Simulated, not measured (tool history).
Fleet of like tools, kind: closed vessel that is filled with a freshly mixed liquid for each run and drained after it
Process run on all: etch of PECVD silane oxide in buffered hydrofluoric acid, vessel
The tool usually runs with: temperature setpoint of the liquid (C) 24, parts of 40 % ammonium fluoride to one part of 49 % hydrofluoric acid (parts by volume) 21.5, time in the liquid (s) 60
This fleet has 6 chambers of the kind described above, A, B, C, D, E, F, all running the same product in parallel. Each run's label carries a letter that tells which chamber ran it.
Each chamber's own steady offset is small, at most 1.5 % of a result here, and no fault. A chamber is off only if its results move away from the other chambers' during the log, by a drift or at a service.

run,hour,temperature setpoint of the liquid (C),parts of 40 % ammonium fluoride to one part of 49 % hydrofluoric acid (parts by volume),time in the liquid (s),hours since the thermometer was replaced,hours since the hydrofluoric acid flow meter was replaced,"read-back film thickness of the PECVD silane oxide reference wafer, read on the same gauge (nm)",thickness taken off the PECVD silane oxide on a monitor wafer (Å)
1C,10.9,24,21.5,60,2128.8,1096,150.03,1294.1
# hour 14.6: chamber F: thermometer replaced
2A,22,24,21.5,60,2061.5,1987,150.02,1289.1
3D,34,24,21.5,60,787.2,79.5,149.97,1284.3
4E,48.7,24,21.5,60,1165.3,419.7,150.02,1297.6
5B,60.2,24,21.5,60,826.7,1536.2,149.99,1294.2
6F,73.4,24,21.5,60,58.9,326.8,150.01,1312
7F,81.7,24,21.5,60,67.2,335.1,150.03,1302.2
# hour 89.1: chamber A: thermometer replaced
8D,96.4,24,21.5,60,849.6,141.9,149.95,1295.4
9E,111.5,24,21.5,60,1228.1,482.5,149.95,1294
10C,119.5,24,21.5,60,2237.4,1204.6,149.97,1291.1
11A,129.8,24,21.5,60,40.7,2094.8,149.98,1275.7
12B,143.6,24,21.5,60,910.1,1619.6,149.95,1253.1
13F,152.2,24,17.5,35,137.7,405.6,150,920.29
14D,166.9,24,17.5,35,920.1,212.4,150.03,902.07
15B,175.5,24,17.5,35,942,1651.5,150.03,871.88
# hour 183.8: chamber C: thermometer replaced
16C,190.2,24,17.5,35,6.5,1275.3,150,906.88
17E,198.1,24,17.5,35,1314.7,569.1,150,892.63
18A,206.4,24,17.5,35,117.3,2171.4,149.95,900.22
19F,216.9,24,21.5,75,202.4,470.3,149.97,1597.2
20C,226.7,24,21.5,75,43,1311.8,150,1601.7
21A,234.9,24,21.5,75,145.8,2199.9,150,1621.7
22D,249.7,24,21.5,75,1002.9,295.2,149.96,1631.3
23B,259.1,24,21.5,75,1025.6,1735.1,150.01,1515.9
24E,271.2,24,21.5,75,1387.8,642.2,149.99,1632.2
25A,285.4,24,21.5,60,196.3,2250.4,150.05,1285.6
26C,297.4,24,21.5,60,113.7,1382.5,150.04,1272.7
# hour 301.9: chamber E: hydrofluoric acid flow meter replaced
27F,311.4,24,21.5,60,296.9,564.8,149.92,1295.2
28E,320.7,24,21.5,60,1437.3,18.9,149.99,1296.7
# hour 328.8: chamber D: hydrofluoric acid flow meter replaced
29B,336.3,24,21.5,60,1102.8,1812.3,150.01,1200.4
30D,351.2,24,21.5,60,1104.4,22.4,150.02,1270
31D,363.1,24,21.5,60,1116.3,34.3,150.02,1288.3
32F,378.5,24,21.5,60,364,631.9,149.98,1291.2
33C,392.7,24,21.5,60,209,1477.8,150,1312.6
34A,401.7,24,21.5,60,312.6,2366.7,149.98,1294.1
35E,416.6,24,26,90,1533.2,114.8,150.05,1709.3
36B,431.5,24,26,90,1198,1907.5,150.02,1518.5

One chamber off, gauge drift, or nothing amiss beyond the chambers' own small offsets? If it is a chamber, which one, and what is the likeliest cause?

Little by little, chamber B moves away from the other chambers.
Most likely cause: liquid colder than its thermometer reads (K) = 2.06.

Below are 4 candidate recipes for chamber B's next run, each the usual settings with a change, their results shown as question marks. Which of them brings B's results back in line with what the other chambers give on the usual settings?
In-line tolerance around the mean of the other chambers on the usual settings: thickness taken off the PECVD silane oxide on a monitor wafer (Å) 39
37B-1,442.9,24,22.5,55,,,,?
37B-2,442.9,24.5,20,70,,,,?
37B-3,442.9,23,21.5,50,,,,?
37B-4,442.9,24,20.5,65,,,,?

The other chambers' mean on the usual settings: thickness taken off the PECVD silane oxide on a monitor wafer (Å) 1290.3
run,thickness taken off the PECVD silane oxide on a monitor wafer (Å)
37B-1,1023.7
37B-2,1452
37B-3,908.58
37B-4,1289.5
37B-4 is the one that brings the chamber's results back in line with the other chambers.

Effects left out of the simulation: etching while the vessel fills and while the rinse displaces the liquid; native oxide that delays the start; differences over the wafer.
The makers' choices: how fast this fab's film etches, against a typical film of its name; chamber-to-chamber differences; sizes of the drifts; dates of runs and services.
